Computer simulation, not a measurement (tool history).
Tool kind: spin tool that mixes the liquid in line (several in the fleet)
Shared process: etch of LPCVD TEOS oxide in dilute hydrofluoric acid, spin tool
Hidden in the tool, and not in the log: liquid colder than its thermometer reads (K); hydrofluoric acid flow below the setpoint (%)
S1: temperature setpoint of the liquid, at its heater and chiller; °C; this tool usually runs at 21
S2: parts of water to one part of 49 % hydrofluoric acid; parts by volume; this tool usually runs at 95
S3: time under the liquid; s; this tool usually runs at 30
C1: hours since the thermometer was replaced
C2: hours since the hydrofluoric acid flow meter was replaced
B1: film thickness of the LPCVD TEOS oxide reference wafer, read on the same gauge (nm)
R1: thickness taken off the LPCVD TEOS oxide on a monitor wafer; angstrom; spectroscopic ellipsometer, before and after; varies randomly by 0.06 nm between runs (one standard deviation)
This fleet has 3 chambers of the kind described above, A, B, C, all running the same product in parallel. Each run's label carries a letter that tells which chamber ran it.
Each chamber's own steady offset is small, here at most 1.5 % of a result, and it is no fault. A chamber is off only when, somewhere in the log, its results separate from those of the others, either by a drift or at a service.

run,hour,S1,S2,S3,C1,C2,B1,R1
1C,8.1,21,95,30,557.9,2010.8,49.998,128.76
2B,19.8,21,95,30,376.5,1378.8,50.012,126.86
3A,27.5,21,95,30,221.4,626.8,50.003,129.76
4C,35.3,21,95,30,585.1,2038,49.997,129.39
5A,46,21,95,30,239.9,645.3,49.972,129.2
6B,52,21,95,30,408.7,1411,50.012,126.37
7B,58.3,21,95,30,415,1417.3,49.989,126.46
8C,64.1,21,95,30,613.9,2066.8,49.976,127.44
9A,72,25.5,95,15,265.9,671.3,49.968,77.249
10A,81.2,25.5,95,15,275.1,680.5,50.01,77.327
11B,89.4,25.5,95,15,446.1,1448.4,50.055,75.945
12C,99.2,21,95,30,649,2101.9,50,128.73
13B,108,21,95,30,464.7,1467,50.014,127.2
14C,115,21,95,30,664.8,2117.7,50.028,128.23
15A,122.2,21,95,30,316.1,721.5,49.979,128.6
16B,131.9,21,95,30,488.6,1490.9,50.003,126.94
17A,139.2,21,95,30,333.1,738.5,50.024,130.05
18C,144.5,21,95,30,694.3,2147.2,49.982,128.61
19C,150.9,21,95,30,700.7,2153.6,50,129.43
20B,160.5,21,95,30,517.2,1519.5,50.021,127.58
21A,170,21,95,30,363.9,769.3,49.999,128.09

Each of the 3 chambers runs these same settings next. Fill in every chamber's results:
22A,178.5,17,95,30,,,,?
22B,178.5,17,95,30,,,,?
22C,178.5,17,95,30,,,,?

run,R1
22A,108.64
22B,107.21
22C,109.41
